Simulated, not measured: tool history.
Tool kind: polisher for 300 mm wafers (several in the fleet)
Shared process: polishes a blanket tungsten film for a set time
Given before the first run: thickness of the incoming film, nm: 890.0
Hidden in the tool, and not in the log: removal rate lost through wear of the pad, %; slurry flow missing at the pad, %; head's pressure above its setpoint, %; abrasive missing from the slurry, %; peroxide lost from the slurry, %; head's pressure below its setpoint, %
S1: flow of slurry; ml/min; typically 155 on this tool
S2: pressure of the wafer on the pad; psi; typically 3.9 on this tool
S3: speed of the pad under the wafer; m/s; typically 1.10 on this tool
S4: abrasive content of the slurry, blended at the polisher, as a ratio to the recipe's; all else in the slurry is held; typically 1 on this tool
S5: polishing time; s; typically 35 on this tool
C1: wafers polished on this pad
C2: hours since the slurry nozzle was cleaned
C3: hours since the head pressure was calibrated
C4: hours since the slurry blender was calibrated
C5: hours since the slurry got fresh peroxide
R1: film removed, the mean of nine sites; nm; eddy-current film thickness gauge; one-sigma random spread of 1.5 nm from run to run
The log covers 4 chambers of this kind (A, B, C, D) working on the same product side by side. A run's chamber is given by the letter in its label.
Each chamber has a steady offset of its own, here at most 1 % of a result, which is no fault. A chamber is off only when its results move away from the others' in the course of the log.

Run 1A, hour 6.8: usual settings; C1 401; C2 373.0; C3 396.1; C4 165.6; C5 15.8. Result: R1 155.48 nm.
Run 2B, hour 16.5: usual settings; C1 794; C2 229.0; C3 864.8; C4 202.1; C5 105.6. Result: R1 156.63 nm.
Run 3D, hour 25.9: usual settings; C1 608; C2 196.6; C3 123.7; C4 356.7; C5 63.8. Result: R1 156.59 nm.
Run 4C, hour 40.1: usual settings; C1 802; C2 70.3; C3 752.0; C4 60.5; C5 50.8. Result: R1 153.46 nm.
At hour 48.3: chamber B: slurry tank refilled with fresh slurry and peroxide.
Run 5A, hour 51.5: usual settings; C1 777; C2 417.7; C3 440.8; C4 210.3; C5 60.5. Result: R1 156.54 nm.
At hour 53.5: chamber D: slurry tank refilled with fresh slurry and peroxide.
Run 6D, hour 62.7: usual settings; C1 917; C2 233.4; C3 160.5; C4 393.5; C5 9.2. Result: R1 155.81 nm.
At hour 63.5: chamber B: worn pad replaced by a new one.
Run 7B, hour 73.7: usual settings; C1 85; C2 286.2; C3 922.0; C4 259.3; C5 25.5. Result: R1 155.90 nm.
Run 8C, hour 83.6: usual settings but S1 185 ml/min, S2 5.1 psi; C1 1168; C2 113.8; C3 795.5; C4 104.0; C5 94.3. Result: R1 208.21 nm.
At hour 88.0: chamber D: worn pad replaced by a new one.
At hour 92.1: chamber C: worn pad replaced by a new one.
Run 9D, hour 96.5: usual settings but S1 185 ml/min, S2 5.1 psi; C1 71; C2 267.2; C3 194.3; C4 427.3; C5 43.0. Result: R1 208.51 nm.
At hour 104.8: chamber C: slurry blender recalibrated.
At hour 106.1: chamber A: worn pad replaced by a new one.
Run 10C, hour 106.7: usual settings but S1 185 ml/min, S2 5.1 psi; C1 122; C2 136.9; C3 818.6; C4 1.9; C5 117.4. Result: R1 206.16 nm.
At hour 110.2: chamber C: slurry tank refilled with fresh slurry and peroxide.
Run 11B, hour 114.7: usual settings but S1 185 ml/min, S2 5.1 psi; C1 430; C2 327.2; C3 963.0; C4 300.3; C5 66.5. Result: R1 211.73 nm.
Run 12A, hour 122.0: usual settings; C1 133; C2 488.2; C3 511.3; C4 280.8; C5 131.0. Result: R1 155.43 nm.
At hour 126.8: chamber D: slurry blender recalibrated.
Run 13A, hour 128.7: usual settings; C1 189; C2 494.9; C3 518.0; C4 287.5; C5 137.7. Result: R1 156.39 nm.
At hour 137.4: chamber A: slurry tank refilled with fresh slurry and peroxide.
Run 14B, hour 138.3: usual settings; C1 628; C2 350.8; C3 986.6; C4 323.9; C5 90.1. Result: R1 155.81 nm.
At hour 142.7: chamber D: slurry tank refilled with fresh slurry and peroxide.
At hour 144.6: chamber A: slurry blender recalibrated.
Run 15C, hour 150.3: usual settings; C1 489; C2 180.5; C3 862.2; C4 45.5; C5 40.2. Result: R1 156.64 nm.
Run 16D, hour 164.6: usual settings; C1 643; C2 335.3; C3 262.4; C4 37.9; C5 22.0. Result: R1 157.67 nm.
At hour 172.6: chamber B: slurry tank refilled with fresh slurry and peroxide.
At hour 173.8: chamber B: slurry nozzle cleaned.
Run 17C, hour 179.1: usual settings; C1 730; C2 209.3; C3 891.0; C4 74.3; C5 69.0. Result: R1 154.48 nm.
Run 18B, hour 185.8: usual settings; C1 1027; C2 12.0; C3 1034.1; C4 371.4; C5 13.3. Result: R1 157.27 nm.
At hour 190.4: chamber B: worn pad replaced by a new one.
At hour 199.2: chamber A: slurry nozzle cleaned.
Run 19D, hour 199.7: usual settings; C1 938; C2 370.4; C3 297.5; C4 73.0; C5 57.1. Result: R1 155.29 nm.
At hour 207.2: chamber B: slurry blender recalibrated.
Run 20A, hour 208.7: usual settings; C1 861; C2 9.5; C3 598.0; C4 64.2; C5 71.4. Result: R1 157.63 nm.
At hour 215.7: chamber C: slurry blender recalibrated.
Run 21A, hour 219.0: usual settings; C1 947; C2 19.8; C3 608.3; C4 74.5; C5 81.7. Result: R1 155.06 nm.
At hour 220.5: chamber D: worn pad replaced by a new one.
At hour 220.6: chamber A: worn pad replaced by a new one.
Run 22C, hour 226.1: usual settings but S3 1.26 m/s; C1 1125; C2 256.3; C3 938.0; C4 10.5; C5 116.0. Result: R1 175.64 nm.
At hour 227.1: chamber C: worn pad replaced by a new one.
At hour 233.9: chamber D: slurry tank refilled with fresh slurry and peroxide.
Run 23B, hour 239.4: usual settings but S3 1.26 m/s; C1 411; C2 65.6; C3 1087.7; C4 32.2; C5 66.9. Result: R1 180.14 nm.
At hour 245.5: chamber C: slurry nozzle cleaned.
At hour 248.1: chamber C: slurry tank refilled with fresh slurry and peroxide.
Run 24D, hour 251.2: usual settings but S3 1.26 m/s; C1 258; C2 421.9; C3 349.0; C4 124.5; C5 17.4. Result: R1 179.09 nm.
Run 25C, hour 259.8: usual settings but S3 1.26 m/s; C1 274; C2 14.4; C3 971.7; C4 44.2; C5 11.7. Result: R1 178.00 nm.
Run 26B, hour 267.2: usual settings; C1 645; C2 93.4; C3 1115.5; C4 60.0; C5 94.7. Result: R1 157.51 nm.
Run 27D, hour 280.9: usual settings; C1 507; C2 451.6; C3 378.7; C4 154.2; C5 47.1. Result: R1 158.67 nm.
At hour 288.8: chamber A: slurry tank refilled with fresh slurry and peroxide.
Run 28A, hour 292.6: usual settings but S1 175 ml/min, S3 1.34 m/s; C1 605; C2 93.4; C3 681.9; C4 148.1; C5 3.9. Result: R1 196.66 nm.
Run 29C, hour 300.3: usual settings but S1 175 ml/min, S3 1.34 m/s; C1 614; C2 54.9; C3 1012.2; C4 84.7; C5 52.2. Result: R1 194.10 nm.
At hour 302.9: chamber B: head pressure recalibrated.
Run 30D, hour 307.7: usual settings but S1 175 ml/min, S3 1.34 m/s; C1 732; C2 478.4; C3 405.5; C4 181.0; C5 73.9. Result: R1 192.52 nm.
At hour 312.3: chamber B: slurry tank refilled with fresh slurry and peroxide.
Run 31B, hour 314.7: usual settings but S1 175 ml/min, S3 1.34 m/s; C1 1044; C2 140.9; C3 11.9; C4 107.5; C5 2.5. Result: R1 199.38 nm.
At hour 317.3: chamber D: slurry tank refilled with fresh slurry and peroxide.
At hour 318.2: chamber C: slurry blender recalibrated.
Run 32A, hour 327.1: usual settings; C1 894; C2 127.9; C3 716.4; C4 182.6; C5 38.4. Result: R1 157.02 nm.
Run 33B, hour 335.4: usual settings; C1 1217; C2 161.6; C3 32.6; C4 128.2; C5 23.2. Result: R1 157.83 nm.
At hour 338.8: chamber A: worn pad replaced by a new one.
Run 34C, hour 348.1: usual settings but S5 40 s; C1 1016; C2 102.7; C3 1060.0; C4 29.9; C5 100.0. Result: R1 177.47 nm.
At hour 350.8: chamber C: worn pad replaced by a new one.
At hour 354.9: chamber C: slurry tank refilled with fresh slurry and peroxide.
Run 35D, hour 361.5: usual settings but S5 40 s; C1 1184; C2 532.2; C3 459.3; C4 234.8; C5 44.2. Result: R1 175.27 nm.
Run 36A, hour 370.6: usual settings but S5 40 s; C1 267; C2 171.4; C3 759.9; C4 226.1; C5 81.9. Result: R1 178.35 nm.
At hour 372.5: chamber D: slurry nozzle cleaned.
Run 37A, hour 383.2: usual settings but S5 40 s; C1 372; C2 184.0; C3 772.5; C4 238.7; C5 94.5. Result: R1 177.83 nm.
At hour 386.7: chamber D: slurry tank refilled with fresh slurry and peroxide.
Run 38D, hour 391.1: usual settings but S3 0.82 m/s; C1 1433; C2 18.7; C3 488.9; C4 264.4; C5 4.5. Result: R1 116.38 nm.
Run 39C, hour 403.3: usual settings but S3 0.82 m/s; C1 441; C2 157.9; C3 1115.2; C4 85.1; C5 48.5. Result: R1 116.05 nm.

Is one chamber off against the others, does the gauge drift, or is nothing wrong? If a chamber is off, say which, and what the likeliest cause is.

Beyond each chamber's small constant offset nothing stands out, and the gauge stays steady.

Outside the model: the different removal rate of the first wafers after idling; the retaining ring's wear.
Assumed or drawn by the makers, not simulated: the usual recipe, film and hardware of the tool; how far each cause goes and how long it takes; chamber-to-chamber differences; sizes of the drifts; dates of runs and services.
